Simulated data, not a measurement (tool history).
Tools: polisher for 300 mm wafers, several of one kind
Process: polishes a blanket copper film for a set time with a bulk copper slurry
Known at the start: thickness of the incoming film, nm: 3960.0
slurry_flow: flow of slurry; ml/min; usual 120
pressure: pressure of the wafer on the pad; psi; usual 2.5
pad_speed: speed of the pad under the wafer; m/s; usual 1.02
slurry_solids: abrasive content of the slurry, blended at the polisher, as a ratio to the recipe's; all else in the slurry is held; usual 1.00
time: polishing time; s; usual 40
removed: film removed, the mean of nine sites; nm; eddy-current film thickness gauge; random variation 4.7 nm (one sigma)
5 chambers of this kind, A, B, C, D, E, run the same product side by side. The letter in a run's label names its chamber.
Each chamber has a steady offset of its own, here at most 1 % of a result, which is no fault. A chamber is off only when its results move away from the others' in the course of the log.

| run | hour | slurry_flow | pressure | pad_speed | slurry_solids | time | wafers polished on this pad | hours since the slurry nozzle was cleaned | hours since the head pressure was calibrated | hours since the slurry blender was calibrated | removed |
|---|---|---|---|---|---|---|---|---|---|---|---|
| 1C | 9.0 | 120 | 2.5 | 1.02 | 1.00 | 40 | 436 | 374.6 | 336.4 | 336.1 | 398.33 |
| 2A | 20.0 | 120 | 2.5 | 1.02 | 1.00 | 40 | 1047 | 354.9 | 191.0 | 256.4 | 383.69 |
|  | 22.4 | chamber D: slurry blender recalibrated |
|  | 26.7 | chamber A: worn pad replaced by a new one |
| 3B | 27.5 | 120 | 2.5 | 1.02 | 1.00 | 40 | 1245 | 375.3 | 548.1 | 213.0 | 393.23 |
| 4D | 37.2 | 120 | 2.5 | 1.02 | 1.00 | 40 | 604 | 117.7 | 124.1 | 14.8 | 388.82 |
|  | 37.6 | chamber C: worn pad replaced by a new one |
|  | 42.7 | chamber B: slurry blender recalibrated |
| 5E | 46.0 | 120 | 2.5 | 1.02 | 1.00 | 40 | 1170 | 88.7 | 590.2 | 437.4 | 389.54 |
|  | 52.1 | chamber B: worn pad replaced by a new one |
|  | 53.0 | chamber E: worn pad replaced by a new one |
| 6A | 54.4 | 120 | 2.5 | 1.02 | 1.00 | 40 | 176 | 389.3 | 225.4 | 290.8 | 397.29 |
| 7E | 66.2 | 120 | 2.5 | 1.02 | 1.00 | 40 | 84 | 108.9 | 610.4 | 457.6 | 379.18 |
|  | 72.7 | chamber E: slurry blender recalibrated |
| 8C | 76.7 | 120 | 2.5 | 1.34 | 1.15 | 40 | 248 | 442.3 | 404.1 | 403.8 | 526.66 |
|  | 83.0 | chamber E: head pressure recalibrated |
| 9B | 86.6 | 120 | 2.5 | 1.34 | 1.15 | 40 | 220 | 434.4 | 607.2 | 43.9 | 523.37 |
|  | 87.5 | chamber D: worn pad replaced by a new one |
| 10D | 95.5 | 120 | 2.5 | 1.34 | 1.15 | 40 | 51 | 176.0 | 182.4 | 73.1 | 520.92 |
|  | 97.9 | chamber C: slurry blender recalibrated |
| 11E | 102.1 | 120 | 2.5 | 1.34 | 1.15 | 40 | 312 | 144.8 | 19.1 | 29.4 | 533.93 |
|  | 106.9 | chamber A: head pressure recalibrated |
| 12D | 113.4 | 120 | 2.5 | 1.34 | 1.15 | 40 | 165 | 193.9 | 200.3 | 91.0 | 533.60 |
|  | 120.8 | chamber C: worn pad replaced by a new one |
| 13C | 123.6 | 120 | 2.5 | 1.02 | 1.00 | 40 | 18 | 489.2 | 451.0 | 25.7 | 394.46 |
| 14A | 133.2 | 120 | 2.5 | 1.02 | 1.00 | 40 | 678 | 468.1 | 26.3 | 369.6 | 442.22 |
| 15B | 143.4 | 120 | 2.2 | 1.02 | 0.85 | 40 | 581 | 491.2 | 664.0 | 100.7 | 327.68 |
| 16A | 154.6 | 120 | 2.2 | 1.02 | 0.85 | 40 | 814 | 489.5 | 47.7 | 391.0 | 374.45 |
| 17E | 162.0 | 120 | 2.2 | 1.02 | 0.85 | 40 | 694 | 204.7 | 79.0 | 89.3 | 327.18 |
| 18D | 169.8 | 120 | 2.2 | 1.02 | 0.85 | 40 | 524 | 250.3 | 256.7 | 147.4 | 332.32 |
|  | 172.1 | chamber E: slurry nozzle cleaned |
|  | 176.9 | chamber D: slurry blender recalibrated |
| 19C | 180.2 | 120 | 2.2 | 1.02 | 0.85 | 40 | 378 | 545.8 | 507.6 | 82.3 | 329.14 |
|  | 190.3 | chamber A: slurry nozzle cleaned |
| 20B | 193.3 | 120 | 2.5 | 1.02 | 1.00 | 40 | 899 | 541.1 | 713.9 | 150.6 | 389.97 |
|  | 199.1 | chamber A: slurry blender recalibrated |
| 21C | 204.0 | 120 | 2.5 | 1.02 | 1.00 | 40 | 529 | 569.6 | 531.4 | 106.1 | 395.44 |
| 22E | 213.5 | 120 | 2.9 | 1.16 | 1.00 | 40 | 1021 | 41.4 | 130.5 | 140.8 | 511.17 |
|  | 214.0 | chamber C: slurry nozzle cleaned |
|  | 214.9 | chamber A: worn pad replaced by a new one |
| 23B | 220.2 | 120 | 2.9 | 1.16 | 1.00 | 40 | 1070 | 568.0 | 740.8 | 177.5 | 514.69 |
|  | 220.8 | chamber C: worn pad replaced by a new one |
| 24A | 229.5 | 120 | 2.9 | 1.16 | 1.00 | 40 | 93 | 39.2 | 122.6 | 30.4 | 569.40 |
|  | 236.8 | chamber B: slurry blender recalibrated |
| 25D | 242.4 | 120 | 2.9 | 1.16 | 1.00 | 40 | 986 | 322.9 | 329.3 | 65.6 | 513.07 |
|  | 242.8 | chamber B: slurry nozzle cleaned |
|  | 245.9 | chamber D: worn pad replaced by a new one |
|  | 247.9 | chamber E: worn pad replaced by a new one |
| 26D | 251.8 | 120 | 2.9 | 1.16 | 1.00 | 40 | 37 | 332.3 | 338.7 | 75.0 | 500.94 |
| 27A | 264.8 | 120 | 2.5 | 1.02 | 1.00 | 40 | 318 | 74.5 | 157.9 | 65.7 | 443.05 |
|  | 266.4 | chamber B: worn pad replaced by a new one |
| 28B | 274.2 | 120 | 2.5 | 1.02 | 1.00 | 40 | 50 | 31.5 | 794.8 | 37.5 | 386.42 |
| 29C | 286.9 | 120 | 2.5 | 1.02 | 1.00 | 40 | 420 | 72.9 | 614.3 | 189.0 | 396.45 |
| 30E | 297.9 | 120 | 2.5 | 1.02 | 1.00 | 40 | 318 | 125.8 | 214.9 | 225.2 | 386.76 |
|  | 298.6 | chamber C: worn pad replaced by a new one |
| 31C | 304.3 | 120 | 2.5 | 1.02 | 1.00 | 40 | 36 | 90.3 | 631.7 | 206.4 | 403.85 |
| 32B | 316.6 | 120 | 2.5 | 1.02 | 1.00 | 40 | 319 | 73.9 | 837.2 | 79.9 | 392.83 |

What goes on in this fleet: one chamber off, a drifting gauge, or nothing beyond the chambers' own small offsets? Name the chamber and the cause, if any.

A service left chamber A off against the others.
Cause: head's pressure above its setpoint, % = 11.8.

Here are 4 candidates for chamber A's next run, each the usual settings with a change, their results left as question marks. Which one brings its results back in line with what the others give on the usual settings?
In line means no further than this from the other chambers' mean on the usual settings: removed 16.00 nm
| 33A-1 | 326.3 | 125 | 2.8 | 1.14 | 1.00 | 40 |  |  |  |  | ? |
| 33A-2 | 326.3 | 115 | 2.5 | 0.82 | 0.95 | 40 |  |  |  |  | ? |
| 33A-3 | 326.3 | 120 | 2.4 | 0.98 | 1.00 | 39 |  |  |  |  | ? |
| 33A-4 | 326.3 | 120 | 2.7 | 1.02 | 1.00 | 42 |  |  |  |  | ? |

The other chambers' mean on the usual settings: removed 390.94 nm
| run | removed |
|---|---|
| 33A-1 | 554.10 |
| 33A-2 | 347.12 |
| 33A-3 | 395.79 |
| 33A-4 | 498.32 |
33A-3 brings the chamber back in line.
